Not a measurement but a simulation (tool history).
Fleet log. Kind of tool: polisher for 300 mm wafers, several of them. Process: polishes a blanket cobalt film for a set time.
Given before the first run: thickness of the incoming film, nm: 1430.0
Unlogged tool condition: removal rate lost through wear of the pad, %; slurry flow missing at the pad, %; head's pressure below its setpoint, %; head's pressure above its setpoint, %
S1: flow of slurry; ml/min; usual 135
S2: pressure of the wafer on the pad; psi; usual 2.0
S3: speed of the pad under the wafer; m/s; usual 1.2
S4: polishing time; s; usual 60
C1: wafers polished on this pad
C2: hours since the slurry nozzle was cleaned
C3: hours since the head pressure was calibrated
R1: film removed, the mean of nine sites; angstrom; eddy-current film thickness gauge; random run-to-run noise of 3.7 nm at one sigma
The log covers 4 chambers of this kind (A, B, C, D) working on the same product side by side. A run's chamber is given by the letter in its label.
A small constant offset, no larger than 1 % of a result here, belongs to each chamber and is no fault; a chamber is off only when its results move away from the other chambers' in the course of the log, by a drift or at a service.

| run | day | S1 | S2 | S3 | S4 | C1 | C2 | C3 | R1 |
|---|---|---|---|---|---|---|---|---|---|
|  | 0.079 | chamber A: head pressure recalibrated |
| 1B | 0.271 | 135 | 2.0 | 1.2 | 60 | 844 | 246.8 | 223.5 | 3095.0 |
|  | 0.300 | chamber A: worn pad replaced by a new one |
| 2C | 0.450 | 135 | 2.0 | 1.2 | 60 | 338 | 447.5 | 562.9 | 3181.8 |
| 3A | 0.825 | 135 | 2.0 | 1.2 | 60 | 164 | 617.0 | 17.9 | 3142.8 |
| 4D | 0.996 | 135 | 2.0 | 1.2 | 60 | 706 | 31.9 | 295.6 | 3167.5 |
|  | 1.196 | chamber A: slurry nozzle cleaned |
| 5B | 1.258 | 135 | 1.8 | 1.2 | 48 | 1151 | 270.5 | 247.2 | 2244.8 |
| 6A | 1.508 | 135 | 1.8 | 1.2 | 48 | 377 | 7.6 | 34.3 | 2269.9 |
|  | 1.621 | chamber B: worn pad replaced by a new one |
| 7C | 1.804 | 135 | 1.8 | 1.2 | 48 | 760 | 480.0 | 595.4 | 2244.1 |
|  | 2.054 | chamber D: worn pad replaced by a new one |
| 8D | 2.171 | 135 | 1.8 | 1.2 | 48 | 36 | 60.1 | 323.8 | 2297.1 |
| 9B | 2.408 | 135 | 2.0 | 1.2 | 60 | 245 | 298.1 | 274.8 | 3136.0 |
| 10A | 2.742 | 135 | 2.0 | 1.2 | 60 | 761 | 37.2 | 63.9 | 3194.5 |
| 11D | 2.979 | 135 | 2.0 | 1.2 | 60 | 288 | 79.5 | 343.2 | 3147.2 |
|  | 3.071 | chamber C: worn pad replaced by a new one |
| 12C | 3.167 | 135 | 2.0 | 1.2 | 60 | 30 | 512.7 | 628.1 | 3191.4 |
| 13A | 3.538 | 135 | 2.0 | 1.2 | 60 | 1009 | 56.3 | 83.0 | 3239.5 |
|  | 3.775 | chamber B: head pressure recalibrated |
| 14C | 3.850 | 135 | 2.0 | 1.2 | 60 | 242 | 529.1 | 644.5 | 3191.9 |
| 15D | 4.075 | 135 | 2.0 | 1.2 | 60 | 629 | 105.8 | 369.5 | 3174.7 |
|  | 4.138 | chamber C: slurry nozzle cleaned |
| 16B | 4.300 | 135 | 2.0 | 1.2 | 60 | 835 | 343.5 | 12.7 | 3066.3 |
| 17C | 4.625 | 135 | 2.0 | 1.2 | 60 | 484 | 11.7 | 663.1 | 3155.7 |
|  | 4.654 | chamber A: worn pad replaced by a new one |
| 18A | 4.954 | 135 | 2.0 | 1.2 | 60 | 93 | 90.3 | 117.0 | 3134.1 |
| 19D | 5.146 | 100 | 2.0 | 1.2 | 60 | 963 | 131.5 | 395.2 | 2975.3 |
|  | 5.246 | chamber D: worn pad replaced by a new one |
| 20B | 5.446 | 100 | 2.0 | 1.2 | 60 | 1192 | 371.0 | 40.2 | 2991.9 |
|  | 5.517 | chamber B: worn pad replaced by a new one |
| 21D | 5.771 | 100 | 2.0 | 1.2 | 60 | 164 | 146.5 | 410.2 | 2975.2 |
| 22C | 6.054 | 100 | 2.0 | 1.2 | 60 | 929 | 46.0 | 697.4 | 2984.3 |
|  | 6.088 | chamber C: worn pad replaced by a new one |
| 23A | 6.346 | 135 | 2.0 | 1.2 | 60 | 527 | 123.7 | 150.4 | 3166.5 |
| 24B | 6.667 | 135 | 2.0 | 1.2 | 60 | 358 | 400.3 | 69.5 | 3077.2 |
| 25D | 6.838 | 135 | 2.0 | 1.2 | 60 | 497 | 172.1 | 435.8 | 3232.0 |
| 26A | 7.146 | 135 | 2.0 | 1.2 | 49 | 776 | 142.9 | 169.6 | 2610.5 |
| 27C | 7.512 | 135 | 2.0 | 1.2 | 49 | 444 | 81.0 | 732.4 | 2618.7 |
| 28B | 7.796 | 135 | 2.0 | 1.2 | 49 | 710 | 427.4 | 96.6 | 2577.1 |
| 29D | 8.046 | 135 | 2.0 | 1.2 | 49 | 873 | 201.1 | 464.8 | 2574.5 |
|  | 8.238 | chamber D: worn pad replaced by a new one |
| 30B | 8.242 | 135 | 2.0 | 1.2 | 60 | 849 | 438.1 | 107.3 | 3105.1 |
| 31C | 8.529 | 135 | 2.0 | 1.2 | 60 | 760 | 105.4 | 756.8 | 3124.4 |
| 32A | 8.721 | 135 | 1.6 | 0.8 | 60 | 1267 | 180.7 | 207.4 | 1697.5 |
|  | 8.833 | chamber A: worn pad replaced by a new one |
| 33C | 8.896 | 135 | 1.6 | 0.8 | 60 | 875 | 114.2 | 765.6 | 1683.8 |
| 34B | 9.108 | 135 | 1.6 | 0.8 | 60 | 1119 | 458.9 | 128.1 | 1667.1 |
| 35A | 9.429 | 135 | 1.6 | 0.8 | 60 | 185 | 197.7 | 224.4 | 1711.9 |
| 36D | 9.625 | 135 | 2.0 | 1.2 | 60 | 432 | 239.0 | 502.7 | 3165.7 |

Which is it: a chamber that has drifted or been left off by a service, a gauge drift common to all chambers, or only each chamber's usual small offset? If a chamber is off, name it and its likeliest cause.

Neither any chamber nor the gauge drifts; the chambers differ only by their own small, steady offsets.
